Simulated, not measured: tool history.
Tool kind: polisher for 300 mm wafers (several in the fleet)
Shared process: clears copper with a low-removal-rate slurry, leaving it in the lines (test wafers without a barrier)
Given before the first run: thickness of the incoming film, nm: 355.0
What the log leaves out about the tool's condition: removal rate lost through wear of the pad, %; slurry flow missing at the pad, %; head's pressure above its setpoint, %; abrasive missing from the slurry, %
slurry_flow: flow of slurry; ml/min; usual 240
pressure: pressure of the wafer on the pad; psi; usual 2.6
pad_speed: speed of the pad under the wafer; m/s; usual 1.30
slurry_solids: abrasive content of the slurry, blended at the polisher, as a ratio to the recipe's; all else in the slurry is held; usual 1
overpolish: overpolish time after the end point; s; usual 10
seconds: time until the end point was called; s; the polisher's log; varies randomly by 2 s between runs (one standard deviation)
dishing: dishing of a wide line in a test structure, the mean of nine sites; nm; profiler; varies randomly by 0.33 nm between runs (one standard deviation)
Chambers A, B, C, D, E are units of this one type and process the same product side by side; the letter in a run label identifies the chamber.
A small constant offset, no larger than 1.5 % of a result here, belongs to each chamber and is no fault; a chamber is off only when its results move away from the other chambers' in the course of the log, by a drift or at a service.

run	hour	slurry_flow	pressure	pad_speed	slurry_solids	overpolish	wafers polished on this pad	hours since the slurry nozzle was cleaned	hours since the head pressure was calibrated	hours since the slurry blender was calibrated	seconds	dishing
# hour 7.9: chamber E: head pressure recalibrated
1B	8.1	240	2.6	1.30	1	10	172	332.8	57.9	81.4	107.500	24.327
2C	13.9	240	2.6	1.30	1	10	421	699.1	87.4	258.6	101.610	24.289
3D	21.9	240	2.6	1.30	1	10	802	122.2	215.0	278.1	104.170	24.470
4E	33.3	240	2.6	1.30	1	10	569	434.8	25.5	291.1	103.450	25.145
# hour 35.3: chamber C: slurry nozzle cleaned
5A	40.5	240	2.6	1.30	1	10	1002	161.3	414.9	381.0	99.022	24.834
6E	46.9	240	2.6	1.30	1	10	660	448.4	39.1	304.7	103.840	23.886
# hour 51.9: chamber E: worn pad replaced by a new one
# hour 56.4: chamber C: worn pad replaced by a new one
7A	58.3	240	2.6	1.30	1	10	1121	179.1	432.7	398.8	102.700	24.749
8B	64.4	240	2.6	1.30	1	10	548	389.1	114.2	137.7	102.320	24.666
# hour 66.9: chamber A: slurry blender recalibrated
9C	72.7	240	2.6	1.50	1	10	109	37.5	146.2	317.4	91.682	28.085
# hour 75.2: chamber A: worn pad replaced by a new one
10D	79.3	240	2.6	1.50	1	10	1185	179.6	272.4	335.5	87.715	27.610
11D	90.0	240	2.6	1.50	1	10	1256	190.3	283.1	346.2	87.249	28.231
# hour 91.5: chamber B: worn pad replaced by a new one
# hour 91.9: chamber D: slurry blender recalibrated
# hour 98.4: chamber E: slurry nozzle cleaned
# hour 100.2: chamber B: slurry blender recalibrated
12E	100.7	240	2.6	1.50	1	10	325	2.3	92.9	358.5	90.597	28.800
13B	106.8	240	2.6	1.50	1	10	102	431.5	156.6	6.6	92.324	27.717
# hour 108.0: chamber C: slurry blender recalibrated
# hour 109.4: chamber D: worn pad replaced by a new one
14A	116.9	240	2.6	1.30	1	10	278	237.7	491.3	50.1	103.460	24.338
# hour 119.3: chamber E: slurry blender recalibrated
15C	127.3	240	3.3	1.30	1	10	472	92.1	200.8	19.3	82.990	30.434
16B	138.1	240	3.3	1.30	1	10	310	462.8	187.9	37.9	83.178	30.490
17D	145.1	240	3.3	1.30	1	10	238	245.4	338.2	53.3	83.086	29.983
# hour 146.6: chamber B: slurry nozzle cleaned
# hour 149.4: chamber C: worn pad replaced by a new one
18C	155.2	240	3.3	1.30	1	10	39	120.0	228.7	47.2	81.482	30.187
19A	166.4	240	3.3	1.30	1	10	608	287.2	540.8	99.6	80.232	31.332
20E	174.2	210	2.6	1.30	1	4	815	75.8	166.4	54.9	106.340	10.214
21A	180.8	210	2.6	1.30	1	4	704	301.6	555.2	114.0	103.780	10.490
# hour 187.4: chamber E: worn pad replaced by a new one
# hour 189.7: chamber D: slurry nozzle cleaned
22E	189.8	210	2.6	1.30	1	4	16	91.4	182.0	70.5	102.600	10.220
23B	200.0	210	2.6	1.30	1	4	723	53.5	249.8	99.8	104.100	10.232
# hour 200.2: chamber B: worn pad replaced by a new one
24C	208.1	210	2.6	1.30	1	4	391	172.9	281.6	100.1	106.220	10.163
25D	219.7	240	2.6	1.30	1	10	735	30.1	412.8	127.9	105.850	24.626
26A	227.5	240	2.6	1.30	1	10	1015	348.3	601.9	160.7	103.310	24.791
27C	233.9	240	2.6	1.30	1	10	563	198.7	307.4	125.9	106.570	24.955
28D	240.2	240	2.6	1.30	1	10	872	50.6	433.3	148.4	101.490	24.170
# hour 243.8: chamber C: worn pad replaced by a new one
29E	247.5	240	2.6	1.30	1	10	400	149.1	239.7	128.2	104.280	24.469
30B	259.0	240	2.6	1.56	1	12	392	112.5	308.8	158.8	89.467	33.867
31D	267.1	240	2.6	1.56	1	12	1051	77.5	460.2	175.3	85.607	33.564
32C	276.4	240	2.6	1.56	1	12	217	241.2	349.9	168.4	86.328	34.319

All 5 chambers run these settings next. Forecast each chamber's results:
33A	284.9	240	2.6	1.30	1	10					?	?
33B	284.9	240	2.6	1.30	1	10					?	?
33C	284.9	240	2.6	1.30	1	10					?	?
33D	284.9	240	2.6	1.30	1	10					?	?
33E	284.9	240	2.6	1.30	1	10					?	?

run	seconds	dishing
33A	100.300	24.226
33B	105.590	24.152
33C	106.840	25.105
33D	101.230	24.477
33E	100.050	24.260
